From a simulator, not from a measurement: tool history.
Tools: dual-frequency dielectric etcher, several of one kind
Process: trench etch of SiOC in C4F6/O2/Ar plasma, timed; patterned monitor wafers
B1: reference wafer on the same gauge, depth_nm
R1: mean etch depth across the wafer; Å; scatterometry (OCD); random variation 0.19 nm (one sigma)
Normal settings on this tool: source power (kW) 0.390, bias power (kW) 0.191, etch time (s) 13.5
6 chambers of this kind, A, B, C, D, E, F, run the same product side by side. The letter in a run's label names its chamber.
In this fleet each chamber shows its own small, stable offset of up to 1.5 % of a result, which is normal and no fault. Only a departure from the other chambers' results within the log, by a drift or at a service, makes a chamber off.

run 1E hour=14.6 | source_power_(kW)=0.390 bias_power_(kW)=0.191 etch_time_(s)=13.5 | B1=31.751 | R1=283.29
run 2C hour=24.2 | source_power_(kW)=0.390 bias_power_(kW)=0.191 etch_time_(s)=13.5 | B1=31.669 | R1=282.56
run 3D hour=36.8 | source_power_(kW)=0.390 bias_power_(kW)=0.191 etch_time_(s)=13.5 | B1=31.627 | R1=282.78
run 4F hour=51.1 | source_power_(kW)=0.390 bias_power_(kW)=0.191 etch_time_(s)=13.5 | B1=31.685 | R1=286.41
run 5B hour=64.1 | source_power_(kW)=0.390 bias_power_(kW)=0.191 etch_time_(s)=13.5 | B1=31.665 | R1=282.82
run 6A hour=78.4 | source_power_(kW)=0.390 bias_power_(kW)=0.191 etch_time_(s)=13.5 | B1=31.723 | R1=284.15
run 7A hour=85.9 | source_power_(kW)=0.390 bias_power_(kW)=0.191 etch_time_(s)=13.5 | B1=31.776 | R1=281.16
run 8E hour=94.1 | source_power_(kW)=0.390 bias_power_(kW)=0.191 etch_time_(s)=13.5 | B1=31.638 | R1=285.48
run 9D hour=106.7 | source_power_(kW)=0.390 bias_power_(kW)=0.191 etch_time_(s)=13.5 | B1=31.691 | R1=282.62
run 10C hour=113.2 | source_power_(kW)=0.390 bias_power_(kW)=0.191 etch_time_(s)=13.5 | B1=31.609 | R1=279.30
-- hour=118.2 chamber C: wet clean of the chamber
run 11F hour=125.9 | source_power_(kW)=0.390 bias_power_(kW)=0.191 etch_time_(s)=13.5 | B1=31.725 | R1=286.40
run 12B hour=134.3 | source_power_(kW)=0.390 bias_power_(kW)=0.191 etch_time_(s)=13.5 | B1=31.712 | R1=277.86
run 13A hour=147.1 | source_power_(kW)=0.390 bias_power_(kW)=0.191 etch_time_(s)=13.5 | B1=31.696 | R1=289.03
-- hour=154.9 chamber B: source power generator calibrated
-- hour=158.7 chamber E: wet clean of the chamber
run 14F hour=160.2 | source_power_(kW)=0.360 bias_power_(kW)=0.191 etch_time_(s)=13.5 | B1=31.708 | R1=279.22
run 15D hour=169.7 | source_power_(kW)=0.360 bias_power_(kW)=0.191 etch_time_(s)=13.5 | B1=31.692 | R1=276.00
run 16C hour=177.6 | source_power_(kW)=0.360 bias_power_(kW)=0.191 etch_time_(s)=13.5 | B1=31.687 | R1=273.73
run 17B hour=188.3 | source_power_(kW)=0.360 bias_power_(kW)=0.191 etch_time_(s)=13.5 | B1=31.714 | R1=273.85
-- hour=198.1 chamber B: wet clean of the chamber
run 18E hour=200.7 | source_power_(kW)=0.360 bias_power_(kW)=0.191 etch_time_(s)=13.5 | B1=31.770 | R1=277.97
-- hour=209.5 chamber A: wet clean of the chamber
run 19A hour=211.4 | source_power_(kW)=0.360 bias_power_(kW)=0.191 etch_time_(s)=13.5 | B1=31.680 | R1=280.97
run 20B hour=223.2 | source_power_(kW)=0.390 bias_power_(kW)=0.191 etch_time_(s)=13.5 | B1=31.704 | R1=269.52
run 21F hour=233.1 | source_power_(kW)=0.390 bias_power_(kW)=0.191 etch_time_(s)=13.5 | B1=31.718 | R1=285.53
run 22E hour=239.5 | source_power_(kW)=0.390 bias_power_(kW)=0.191 etch_time_(s)=13.5 | B1=31.708 | R1=286.02
run 23C hour=248.0 | source_power_(kW)=0.390 bias_power_(kW)=0.191 etch_time_(s)=13.5 | B1=31.678 | R1=284.41
run 24D hour=260.1 | source_power_(kW)=0.390 bias_power_(kW)=0.233 etch_time_(s)=13.5 | B1=31.673 | R1=301.36
-- hour=265.2 chamber A: source power generator calibrated
run 25D hour=267.9 | source_power_(kW)=0.390 bias_power_(kW)=0.233 etch_time_(s)=13.5 | B1=31.673 | R1=299.34
run 26C hour=274.5 | source_power_(kW)=0.390 bias_power_(kW)=0.233 etch_time_(s)=13.5 | B1=31.729 | R1=294.91
run 27A hour=286.1 | source_power_(kW)=0.390 bias_power_(kW)=0.233 etch_time_(s)=13.5 | B1=31.691 | R1=307.69
run 28B hour=297.0 | source_power_(kW)=0.390 bias_power_(kW)=0.233 etch_time_(s)=13.5 | B1=31.652 | R1=285.58
run 29E hour=308.9 | source_power_(kW)=0.390 bias_power_(kW)=0.233 etch_time_(s)=13.5 | B1=31.708 | R1=305.19
run 30F hour=322.5 | source_power_(kW)=0.390 bias_power_(kW)=0.191 etch_time_(s)=13.5 | B1=31.710 | R1=284.89
run 31A hour=333.5 | source_power_(kW)=0.390 bias_power_(kW)=0.191 etch_time_(s)=13.5 | B1=31.649 | R1=286.63
run 32D hour=344.5 | source_power_(kW)=0.390 bias_power_(kW)=0.191 etch_time_(s)=13.5 | B1=31.740 | R1=284.76
run 33E hour=353.5 | source_power_(kW)=0.390 bias_power_(kW)=0.191 etch_time_(s)=13.5 | B1=31.675 | R1=287.37
run 34F hour=362.8 | source_power_(kW)=0.390 bias_power_(kW)=0.191 etch_time_(s)=13.5 | B1=31.723 | R1=284.98
run 35B hour=371.2 | source_power_(kW)=0.390 bias_power_(kW)=0.191 etch_time_(s)=13.5 | B1=31.686 | R1=265.21
run 36C hour=382.0 | source_power_(kW)=0.390 bias_power_(kW)=0.191 etch_time_(s)=13.5 | B1=31.665 | R1=282.07
run 37E hour=393.7 | source_power_(kW)=0.390 bias_power_(kW)=0.166 etch_time_(s)=16.0 | B1=31.693 | R1=323.55
run 38A hour=407.5 | source_power_(kW)=0.390 bias_power_(kW)=0.166 etch_time_(s)=16.0 | B1=31.693 | R1=329.96

The same settings go to every chamber for the next run, one line per chamber below. Forecast the results for each:
run 39A hour=418.1 | source_power_(kW)=0.390 bias_power_(kW)=0.173 etch_time_(s)=13.5 | R1=?
run 39B hour=418.1 | source_power_(kW)=0.390 bias_power_(kW)=0.173 etch_time_(s)=13.5 | R1=?
run 39C hour=418.1 | source_power_(kW)=0.390 bias_power_(kW)=0.173 etch_time_(s)=13.5 | R1=?
run 39D hour=418.1 | source_power_(kW)=0.390 bias_power_(kW)=0.173 etch_time_(s)=13.5 | R1=?
run 39E hour=418.1 | source_power_(kW)=0.390 bias_power_(kW)=0.173 etch_time_(s)=13.5 | R1=?
run 39F hour=418.1 | source_power_(kW)=0.390 bias_power_(kW)=0.173 etch_time_(s)=13.5 | R1=?

run=39A R1=278.00
run=39B R1=259.87
run=39C R1=271.78
run=39D R1=272.66
run=39E R1=277.57
run=39F R1=279.96
